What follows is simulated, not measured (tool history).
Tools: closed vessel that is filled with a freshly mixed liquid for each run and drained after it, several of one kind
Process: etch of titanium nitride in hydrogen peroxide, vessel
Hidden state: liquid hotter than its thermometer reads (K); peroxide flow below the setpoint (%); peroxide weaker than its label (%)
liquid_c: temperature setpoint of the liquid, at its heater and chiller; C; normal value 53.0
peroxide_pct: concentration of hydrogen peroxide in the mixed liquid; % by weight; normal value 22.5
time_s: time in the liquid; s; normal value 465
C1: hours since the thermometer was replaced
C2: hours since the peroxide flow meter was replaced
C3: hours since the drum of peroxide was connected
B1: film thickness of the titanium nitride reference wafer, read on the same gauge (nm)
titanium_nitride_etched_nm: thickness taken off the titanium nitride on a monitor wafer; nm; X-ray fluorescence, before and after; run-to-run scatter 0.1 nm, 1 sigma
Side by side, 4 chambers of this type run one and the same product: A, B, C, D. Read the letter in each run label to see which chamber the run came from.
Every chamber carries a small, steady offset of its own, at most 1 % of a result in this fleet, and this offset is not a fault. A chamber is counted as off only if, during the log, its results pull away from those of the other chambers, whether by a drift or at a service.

Run 1B, day 0.617: usual settings; C1 645.9; C2 717.1; C3 61.0; B1 89.996. Result: titanium_nitride_etched_nm 14.5550 nm.
Run 2D, day 1.238: usual settings; C1 456.1; C2 691.8; C3 628.1; B1 89.996. Result: titanium_nitride_etched_nm 14.7330 nm.
Run 3A, day 1.525: usual settings; C1 656.8; C2 212.2; C3 291.6; B1 89.991. Result: titanium_nitride_etched_nm 14.8340 nm.
Run 4C, day 2.021: usual settings; C1 1285.4; C2 897.4; C3 1054.4; B1 89.992. Result: titanium_nitride_etched_nm 14.6770 nm.
At day 2.025: chamber A: new drum of peroxide connected.
At day 2.583: chamber D: new drum of peroxide connected.
Run 5A, day 2.583: usual settings; C1 682.2; C2 237.6; C3 13.5; B1 90.013. Result: titanium_nitride_etched_nm 14.6130 nm.
Run 6B, day 2.888: usual settings but liquid_c 57.5 C, time_s 215 s; C1 700.4; C2 771.6; C3 115.5; B1 89.988. Result: titanium_nitride_etched_nm 9.1594 nm.
Run 7C, day 3.221: usual settings but liquid_c 57.5 C, time_s 215 s; C1 1314.2; C2 926.2; C3 1083.2; B1 89.996. Result: titanium_nitride_etched_nm 9.2210 nm.
Run 8D, day 3.679: usual settings but liquid_c 57.5 C, time_s 215 s; C1 514.7; C2 750.4; C3 26.4; B1 89.987. Result: titanium_nitride_etched_nm 9.3555 nm.
Run 9C, day 3.988: usual settings but liquid_c 57.5 C, time_s 215 s; C1 1332.6; C2 944.6; C3 1101.6; B1 89.991. Result: titanium_nitride_etched_nm 9.1414 nm.
Run 10A, day 4.283: usual settings; C1 723.0; C2 278.4; C3 54.3; B1 89.990. Result: titanium_nitride_etched_nm 14.6620 nm.
Run 11D, day 4.854: usual settings; C1 542.9; C2 778.6; C3 54.6; B1 90.010. Result: titanium_nitride_etched_nm 15.0220 nm.
At day 5.167: chamber C: new drum of peroxide connected.
Run 12B, day 5.396: usual settings; C1 760.6; C2 831.8; C3 175.7; B1 90.017. Result: titanium_nitride_etched_nm 14.7890 nm.
Run 13D, day 5.808: usual settings; C1 565.8; C2 801.5; C3 77.5; B1 90.000. Result: titanium_nitride_etched_nm 14.8130 nm.
Run 14C, day 6.342: usual settings; C1 1389.1; C2 1001.1; C3 28.3; B1 90.000. Result: titanium_nitride_etched_nm 14.7260 nm.
At day 6.754: chamber A: thermometer replaced.
Run 15B, day 6.908: usual settings; C1 796.9; C2 868.1; C3 212.0; B1 90.013. Result: titanium_nitride_etched_nm 14.5960 nm.
Run 16A, day 7.196: usual settings; C1 10.6; C2 348.3; C3 124.2; B1 89.994. Result: titanium_nitride_etched_nm 14.6510 nm.
Run 17A, day 7.829: usual settings; C1 25.8; C2 363.5; C3 139.4; B1 89.998. Result: titanium_nitride_etched_nm 14.4900 nm.
Run 18B, day 8.221: usual settings; C1 828.4; C2 899.6; C3 243.5; B1 90.003. Result: titanium_nitride_etched_nm 14.7230 nm.
Run 19D, day 8.562: usual settings; C1 631.9; C2 867.6; C3 143.6; B1 90.001. Result: titanium_nitride_etched_nm 14.7250 nm.
Run 20C, day 8.867: usual settings but liquid_c 47.0 C, time_s 575 s; C1 1449.7; C2 1061.7; C3 88.9; B1 89.980. Result: titanium_nitride_etched_nm 12.1040 nm.
Run 21D, day 9.454: usual settings but liquid_c 47.0 C, time_s 575 s; C1 653.3; C2 889.0; C3 165.0; B1 89.990. Result: titanium_nitride_etched_nm 11.9440 nm.
Run 22A, day 9.921: usual settings but liquid_c 47.0 C, time_s 575 s; C1 76.0; C2 413.7; C3 189.6; B1 89.999. Result: titanium_nitride_etched_nm 11.5720 nm.
Run 23B, day 10.371: usual settings but liquid_c 47.0 C, time_s 575 s; C1 880.0; C2 951.2; C3 295.1; B1 90.008. Result: titanium_nitride_etched_nm 11.6300 nm.
Run 24C, day 10.792: usual settings; C1 1495.9; C2 1107.9; C3 135.1; B1 89.982. Result: titanium_nitride_etched_nm 15.1160 nm.
Run 25C, day 11.200: usual settings but peroxide_pct 19.0 % by weight; C1 1505.7; C2 1117.7; C3 144.9; B1 90.009. Result: titanium_nitride_etched_nm 14.6120 nm.
Run 26A, day 11.700: usual settings but peroxide_pct 19.0 % by weight; C1 118.7; C2 456.4; C3 232.3; B1 89.975. Result: titanium_nitride_etched_nm 14.1320 nm.
Run 27B, day 12.250: usual settings but peroxide_pct 19.0 % by weight; C1 925.1; C2 996.3; C3 340.2; B1 89.996. Result: titanium_nitride_etched_nm 14.0340 nm.
At day 12.458: chamber B: new drum of peroxide connected.
Run 28D, day 12.625: usual settings but peroxide_pct 19.0 % by weight; C1 729.4; C2 965.1; C3 241.1; B1 89.976. Result: titanium_nitride_etched_nm 14.3000 nm.
Run 29A, day 12.900: usual settings; C1 147.5; C2 485.2; C3 261.1; B1 90.014. Result: titanium_nitride_etched_nm 14.5610 nm.
At day 12.904: chamber A: peroxide flow meter replaced.
Run 30B, day 13.329: usual settings; C1 951.0; C2 1022.2; C3 20.9; B1 90.006. Result: titanium_nitride_etched_nm 14.6380 nm.
At day 13.542: chamber D: peroxide flow meter replaced.
Run 31D, day 13.696: usual settings; C1 755.1; C2 3.8; C3 266.8; B1 89.990. Result: titanium_nitride_etched_nm 14.7000 nm.
Run 32C, day 14.225: usual settings; C1 1578.3; C2 1190.3; C3 217.5; B1 89.973. Result: titanium_nitride_etched_nm 15.4140 nm.
Run 33A, day 14.571: usual settings; C1 187.6; C2 40.0; C3 301.2; B1 89.997. Result: titanium_nitride_etched_nm 14.7360 nm.
Run 34D, day 14.879: usual settings; C1 783.5; C2 32.2; C3 295.2; B1 89.998. Result: titanium_nitride_etched_nm 14.8230 nm.
Run 35B, day 15.412: usual settings; C1 1001.0; C2 1072.2; C3 70.9; B1 90.007. Result: titanium_nitride_etched_nm 14.6690 nm.
Run 36C, day 15.908: usual settings; C1 1618.7; C2 1230.7; C3 257.9; B1 90.022. Result: titanium_nitride_etched_nm 15.4980 nm.
Run 37A, day 16.333: usual settings; C1 229.9; C2 82.3; C3 343.5; B1 90.027. Result: titanium_nitride_etched_nm 14.6610 nm.
Run 38D, day 16.938: usual settings; C1 832.9; C2 81.6; C3 344.6; B1 90.016. Result: titanium_nitride_etched_nm 14.8140 nm.
Run 39B, day 17.238: usual settings; C1 1044.8; C2 1116.0; C3 114.7; B1 90.020. Result: titanium_nitride_etched_nm 14.5310 nm.
Run 40C, day 17.792: usual settings; C1 1663.9; C2 1275.9; C3 303.1; B1 89.997. Result: titanium_nitride_etched_nm 15.7500 nm.
Run 41D, day 18.271: usual settings; C1 864.9; C2 113.6; C3 376.6; B1 90.012. Result: titanium_nitride_etched_nm 14.8350 nm.
Run 42B, day 18.738: usual settings; C1 1080.8; C2 1152.0; C3 150.7; B1 89.993. Result: titanium_nitride_etched_nm 14.6450 nm.

Is one chamber off against the others, does the gauge drift, or is nothing wrong? If a chamber is off, say which, and what the likeliest cause is.

Little by little, chamber C moves away from the other chambers.
What lies behind it: liquid hotter than its thermometer reads (K) = 1.11.

Here are 4 candidates for chamber C's next run, each the usual settings with a change, their results left as question marks. Which one brings its results back in line with what the others give on the usual settings?
Allowed miss from the other chambers' usual-settings mean, per result, to count as in line: titanium_nitride_etched_nm 0.3500 nm
Run 43C-1, day 19.192: usual settings but time_s 500 s. Result: titanium_nitride_etched_nm ?.
Run 43C-2, day 19.192: usual settings but time_s 430 s. Result: titanium_nitride_etched_nm ?.
Run 43C-3, day 19.192: usual settings but liquid_c 54.0 C, time_s 490 s. Result: titanium_nitride_etched_nm ?.
Run 43C-4, day 19.192: usual settings but liquid_c 52.0 C, time_s 440 s. Result: titanium_nitride_etched_nm ?.

Average result of the remaining chambers running the usual settings: titanium_nitride_etched_nm 14.6930 nm
  run  titanium_nitride_etched_nm
43C-1                     17.1360
43C-2                     14.7370
43C-3                     18.0020
43C-4                     14.0710
43C-2 is the one that brings the chamber's results back in line with the other chambers.

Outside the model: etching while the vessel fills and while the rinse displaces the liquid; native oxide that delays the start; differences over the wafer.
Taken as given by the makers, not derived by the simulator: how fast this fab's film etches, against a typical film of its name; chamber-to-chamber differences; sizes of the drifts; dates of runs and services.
